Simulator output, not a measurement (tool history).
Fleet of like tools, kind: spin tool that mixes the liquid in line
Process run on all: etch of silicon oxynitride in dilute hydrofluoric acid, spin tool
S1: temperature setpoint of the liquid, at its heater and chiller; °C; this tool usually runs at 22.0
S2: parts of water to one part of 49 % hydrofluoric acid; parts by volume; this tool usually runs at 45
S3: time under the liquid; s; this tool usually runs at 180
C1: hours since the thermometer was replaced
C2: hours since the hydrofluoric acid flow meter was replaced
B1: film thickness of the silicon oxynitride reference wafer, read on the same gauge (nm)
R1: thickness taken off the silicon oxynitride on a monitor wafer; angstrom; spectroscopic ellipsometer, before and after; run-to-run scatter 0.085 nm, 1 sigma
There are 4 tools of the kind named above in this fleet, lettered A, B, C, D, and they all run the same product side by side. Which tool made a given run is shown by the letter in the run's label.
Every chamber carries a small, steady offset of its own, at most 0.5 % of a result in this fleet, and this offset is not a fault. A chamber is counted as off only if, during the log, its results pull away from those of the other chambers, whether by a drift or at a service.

run   hour    S1  S2   S3      C1      C2      B1      R1
 1C    6.5  22.0  45  180  1065.5   642.0  80.018  127.13
 2A   12.5  22.0  45  180   391.3   247.8  79.965  127.47
 3D   18.5  22.0  45  180  1838.2   969.0  79.991  128.71
 4B   24.2  22.0  45  180    88.8    33.6  80.046  127.37
 5B   30.5  22.0  45  180    95.1    39.9  79.995  127.86
 6C   34.4  19.5  45  220  1093.4   669.9  79.968  138.01
 7A   41.5  19.5  45  220   420.3   276.8  80.001  137.04
 8D   47.8  19.5  45  220  1867.5   998.3  80.019  137.70
 9B   53.0  19.5  45  220   117.6    62.4  80.028  135.15
10D   59.3  22.0  45  180  1879.0  1009.8  79.977  128.14
11A   66.1  22.0  45  180   444.9   301.4  80.010  126.46
12C   69.4  22.0  45  180  1128.4   704.9  79.977  127.42
13A   76.4  22.0  45  180   455.2   311.7  80.009  126.86
14B   80.7  22.0  45  180   145.3    90.1  79.991  127.09
15D   86.4  22.0  45  180  1906.1  1036.9  79.947  129.09
16C   90.8  22.0  45  180  1149.8   726.3  80.001  127.62
17C   94.7  22.0  45  180  1153.7   730.2  79.988  126.11
18B  101.1  22.0  45  180   165.7   110.5  80.052  126.21
19A  107.6  25.5  45  235   486.4   342.9  80.023  195.73
20D  113.9  25.5  45  235  1933.6  1064.4  79.990  202.91
21C  119.6  25.5  45  235  1178.6   755.1  79.987  197.02
22D  123.8  25.5  45  235  1943.5  1074.3  79.944  203.73
23A  130.2  17.0  45  270   509.0   365.5  79.948  149.70
24B  137.3  17.0  45  270   201.9   146.7  79.993  147.42
25C  142.6  17.0  45  270  1201.6   778.1  79.987  148.79
26A  149.8  17.0  45  270   528.6   385.1  79.986  148.43
27D  155.4  22.0  45  180  1975.1  1105.9  79.984  133.48
28B  162.0  22.0  45  180   226.6   171.4  79.985  126.30
29A  168.0  22.0  45  180   546.8   403.3  79.991  126.29
30D  173.5  22.0  45  180  1993.2  1124.0  79.995  133.88
31B  180.1  22.0  45  180   244.7   189.5  80.033  128.30
32C  186.0  22.0  45  180  1245.0   821.5  80.008  127.33
33A  192.9  22.0  30  180   571.7   428.2  80.039  192.78

Predict what each chamber gives when all 4 of them run the settings below next.
34A  198.3  22.0  35  180               ?
34B  198.3  22.0  35  180               ?
34C  198.3  22.0  35  180               ?
34D  198.3  22.0  35  180               ?

run      R1
34A  165.65
34B  164.71
34C  166.18
34D  176.86
